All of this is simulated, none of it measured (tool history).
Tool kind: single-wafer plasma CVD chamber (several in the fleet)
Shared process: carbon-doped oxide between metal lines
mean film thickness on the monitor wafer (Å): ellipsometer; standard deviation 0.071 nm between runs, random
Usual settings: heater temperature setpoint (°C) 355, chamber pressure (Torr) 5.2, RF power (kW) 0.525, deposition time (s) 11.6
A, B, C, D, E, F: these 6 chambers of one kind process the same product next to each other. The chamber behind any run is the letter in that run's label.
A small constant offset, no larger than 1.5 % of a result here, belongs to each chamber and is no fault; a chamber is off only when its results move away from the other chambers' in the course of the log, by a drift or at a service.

run	hour	heater temperature setpoint (°C)	chamber pressure (Torr)	RF power (kW)	deposition time (s)	hours since the last thermocouple change	hours since the last RF generator calibration	hours since the last manometer calibration	read-back reference wafer on the same gauge, thickness_nm	mean film thickness on the monitor wafer (Å)
1A	10.1	355	5.2	0.525	11.6	26.9	2016.8	2263.0	64.480	618.61
2F	23.2	355	5.2	0.525	11.6	293.6	1777.7	477.5	64.519	611.62
3B	31.0	355	5.2	0.525	11.6	1873.9	1245.0	119.4	64.538	621.70
# hour 40.1: chamber A: capacitance manometer re-zeroed and calibrated
4C	42.4	355	5.2	0.525	11.6	999.7	1372.7	810.9	64.534	612.95
5D	50.9	355	5.2	0.525	13.1	190.5	1260.6	231.5	64.546	688.60
6E	60.8	355	5.2	0.525	13.1	276.2	1254.7	682.7	64.542	686.72
# hour 70.2: chamber F: RF generator calibrated
7A	71.7	355	5.2	0.525	13.1	88.5	2078.4	31.7	64.539	698.84
# hour 78.4: chamber C: RF generator calibrated
8F	84.0	355	5.2	0.525	13.1	354.4	13.8	538.3	64.562	690.89
# hour 91.7: chamber E: RF generator calibrated
9D	95.6	355	5.2	0.525	13.1	235.2	1305.3	276.2	64.568	690.10
10E	107.1	355	5.2	0.525	13.1	322.5	15.5	729.0	64.571	687.50
11C	117.0	355	5.2	0.525	11.6	1074.3	38.7	885.5	64.581	614.78
12B	128.3	355	5.2	0.525	11.6	1971.2	1342.3	216.7	64.587	620.92
13A	137.8	355	5.2	0.525	11.6	154.6	2144.5	97.8	64.598	619.04
14E	152.0	355	5.2	0.525	11.6	367.4	60.4	773.9	64.600	609.54
15F	158.5	355	5.2	0.525	11.6	428.9	88.3	612.8	64.597	613.48
16D	171.4	355	5.2	0.525	11.6	311.0	1381.1	352.0	64.622	614.33
17C	184.7	363	5.2	0.525	11.6	1142.0	106.4	953.2	64.630	602.41
18B	196.5	363	5.2	0.525	11.6	2039.4	1410.5	284.9	64.637	607.16
19A	209.0	363	5.2	0.525	11.6	225.8	2215.7	169.0	64.634	608.09
20C	216.2	363	5.2	0.525	11.6	1173.5	137.9	984.7	64.651	601.32
21D	230.2	363	5.2	0.525	11.6	369.8	1439.9	410.8	64.652	600.24
22E	241.0	363	5.2	0.525	11.6	456.4	149.4	862.9	64.673	598.06
23F	248.9	355	5.2	0.525	11.6	519.3	178.7	703.2	64.649	613.55
24B	263.2	355	5.2	0.525	11.6	2106.1	1477.2	351.6	64.680	622.97
25B	271.6	355	5.2	0.525	11.6	2114.5	1485.6	360.0	64.684	621.85
26C	280.9	355	5.2	0.525	11.6	1238.2	202.6	1049.4	64.687	615.83
# hour 287.2: chamber A: RF generator calibrated
27A	289.5	355	5.2	0.525	11.6	306.3	2.3	249.5	64.710	619.91
28F	298.9	355	5.2	0.525	11.6	569.3	228.7	753.2	64.710	613.89
29D	308.9	355	5.2	0.525	11.6	448.5	1518.6	489.5	64.715	612.97
30E	320.8	355	5.2	0.525	11.6	536.2	229.2	942.7	64.702	611.53
31B	327.4	355	5.2	0.525	11.6	2170.3	1541.4	415.8	64.727	622.73
32F	339.8	355	5.2	0.525	11.6	610.2	269.6	794.1	64.736	614.78
33A	351.9	355	5.2	0.525	11.6	368.7	64.7	311.9	64.724	620.88
34D	365.3	355	5.2	0.525	11.6	504.9	1575.0	545.9	64.735	612.48
35C	376.7	355	5.2	0.525	11.6	1334.0	298.4	1145.2	64.752	616.30
36E	389.4	355	5.2	0.525	11.6	604.8	297.8	1011.3	64.769	612.36
37F	401.8	355	5.2	0.525	11.6	672.2	331.6	856.1	64.766	615.02
38C	411.3	355	5.2	0.525	11.6	1368.6	333.0	1179.8	64.779	616.69
39A	423.9	355	5.2	0.525	11.6	440.7	136.7	383.9	64.772	621.28
40E	432.6	355	5.2	0.525	11.6	648.0	341.0	1054.5	64.805	611.45
41B	443.7	355	5.2	0.525	11.6	2286.6	1657.7	532.1	64.806	623.54

Which is it: a chamber that has drifted or been left off by a service, a gauge drift common to all chambers, or only each chamber's usual small offset? If a chamber is off, name it and its likeliest cause.

None of the chambers is off. What moves is the gauge, dragging all their readings along together.
Likeliest cause: gauge reads high (%) = 0.474.
